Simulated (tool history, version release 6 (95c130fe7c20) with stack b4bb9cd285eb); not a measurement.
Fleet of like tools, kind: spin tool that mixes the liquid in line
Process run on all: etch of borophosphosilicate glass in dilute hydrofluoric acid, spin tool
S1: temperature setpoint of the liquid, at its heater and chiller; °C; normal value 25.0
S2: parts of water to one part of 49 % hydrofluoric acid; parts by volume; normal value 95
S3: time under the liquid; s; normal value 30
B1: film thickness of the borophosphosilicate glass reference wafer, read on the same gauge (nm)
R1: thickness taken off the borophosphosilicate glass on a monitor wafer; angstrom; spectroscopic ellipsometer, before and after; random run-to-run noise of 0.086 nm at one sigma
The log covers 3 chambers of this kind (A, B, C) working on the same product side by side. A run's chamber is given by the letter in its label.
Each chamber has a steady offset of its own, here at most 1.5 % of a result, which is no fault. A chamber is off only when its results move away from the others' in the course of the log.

run 1B hour=9.8 | S1=25.0 S2=95 S3=30 | B1=49.992 | R1=153.29
run 2A hour=18.0 | S1=25.0 S2=95 S3=30 | B1=49.996 | R1=155.65
run 3C hour=27.8 | S1=25.0 S2=95 S3=30 | B1=50.006 | R1=154.78
run 4B hour=35.7 | S1=25.0 S2=95 S3=30 | B1=50.007 | R1=153.02
run 5A hour=43.8 | S1=25.0 S2=95 S3=30 | B1=49.990 | R1=155.66
run 6C hour=49.3 | S1=25.0 S2=95 S3=30 | B1=50.020 | R1=154.73
run 7A hour=55.5 | S1=25.0 S2=95 S3=20 | B1=49.995 | R1=103.44
run 8B hour=62.3 | S1=25.0 S2=95 S3=20 | B1=49.968 | R1=101.44
run 9C hour=73.2 | S1=25.0 S2=95 S3=20 | B1=50.020 | R1=104.13
run 10A hour=82.7 | S1=29.5 S2=50 S3=30 | B1=50.042 | R1=374.95
run 11C hour=94.7 | S1=29.5 S2=50 S3=30 | B1=50.015 | R1=372.00
run 12B hour=101.0 | S1=29.5 S2=50 S3=30 | B1=49.959 | R1=367.99
run 13A hour=108.1 | S1=25.0 S2=95 S3=30 | B1=50.004 | R1=156.13
run 14B hour=115.2 | S1=25.0 S2=95 S3=30 | B1=49.986 | R1=154.14
run 15C hour=123.8 | S1=25.0 S2=95 S3=30 | B1=49.983 | R1=157.09
run 16A hour=132.8 | S1=25.0 S2=95 S3=30 | B1=50.019 | R1=154.89
run 17C hour=143.5 | S1=25.0 S2=95 S3=30 | B1=49.991 | R1=158.04
run 18B hour=154.4 | S1=25.0 S2=95 S3=30 | B1=49.976 | R1=152.12
run 19C hour=164.6 | S1=25.0 S2=95 S3=30 | B1=50.005 | R1=155.50
run 20B hour=176.6 | S1=25.0 S2=95 S3=30 | B1=50.025 | R1=153.30
run 21A hour=185.7 | S1=25.0 S2=95 S3=30 | B1=49.969 | R1=157.37
run 22A hour=192.3 | S1=25.0 S2=95 S3=30 | B1=50.025 | R1=153.77
run 23B hour=200.2 | S1=25.0 S2=95 S3=30 | B1=49.955 | R1=153.10
run 24C hour=207.2 | S1=20.5 S2=95 S3=30 | B1=49.979 | R1=130.50
run 25B hour=215.8 | S1=20.5 S2=95 S3=30 | B1=50.020 | R1=126.54
run 26A hour=222.8 | S1=20.5 S2=95 S3=30 | B1=50.006 | R1=129.30
run 27C hour=231.4 | S1=25.0 S2=60 S3=30 | B1=49.973 | R1=255.50
run 28C hour=243.3 | S1=25.0 S2=60 S3=30 | B1=50.007 | R1=253.68
run 29A hour=250.0 | S1=25.0 S2=60 S3=30 | B1=50.011 | R1=261.26
run 30B hour=258.5 | S1=25.0 S2=95 S3=30 | B1=50.010 | R1=152.78
run 31B hour=266.2 | S1=25.0 S2=95 S3=30 | B1=50.024 | R1=151.74
run 32A hour=276.9 | S1=25.0 S2=95 S3=30 | B1=49.996 | R1=156.29
run 33C hour=284.0 | S1=25.0 S2=95 S3=30 | B1=50.008 | R1=155.27
-- hour=286.0 chamber B: hydrofluoric acid flow meter replaced
run 34C hour=290.2 | S1=25.0 S2=95 S3=30 | B1=49.991 | R1=157.45
run 35A hour=299.4 | S1=25.0 S2=95 S3=30 | B1=50.032 | R1=155.80
run 36B hour=305.6 | S1=25.0 S2=95 S3=30 | B1=50.005 | R1=152.31
run 37B hour=312.3 | S1=25.0 S2=95 S3=30 | B1=50.022 | R1=152.41
run 38A hour=321.1 | S1=25.0 S2=95 S3=30 | B1=49.984 | R1=156.58
run 39C hour=328.1 | S1=25.0 S2=95 S3=30 | B1=50.009 | R1=156.92
run 40A hour=337.9 | S1=25.0 S2=95 S3=30 | B1=50.002 | R1=157.16
run 41C hour=344.8 | S1=25.0 S2=95 S3=30 | B1=49.996 | R1=155.74
run 42B hour=352.5 | S1=25.0 S2=95 S3=30 | B1=49.999 | R1=152.42

Read the log: is a single chamber off, either drifting away or since a service, is the gauge that measures every chamber drifting, or is nothing wrong beyond small per-chamber offsets? Name any odd chamber and what most likely caused it.

No chamber is off and the gauge is stable; the differences are just each chamber's small, constant offset.
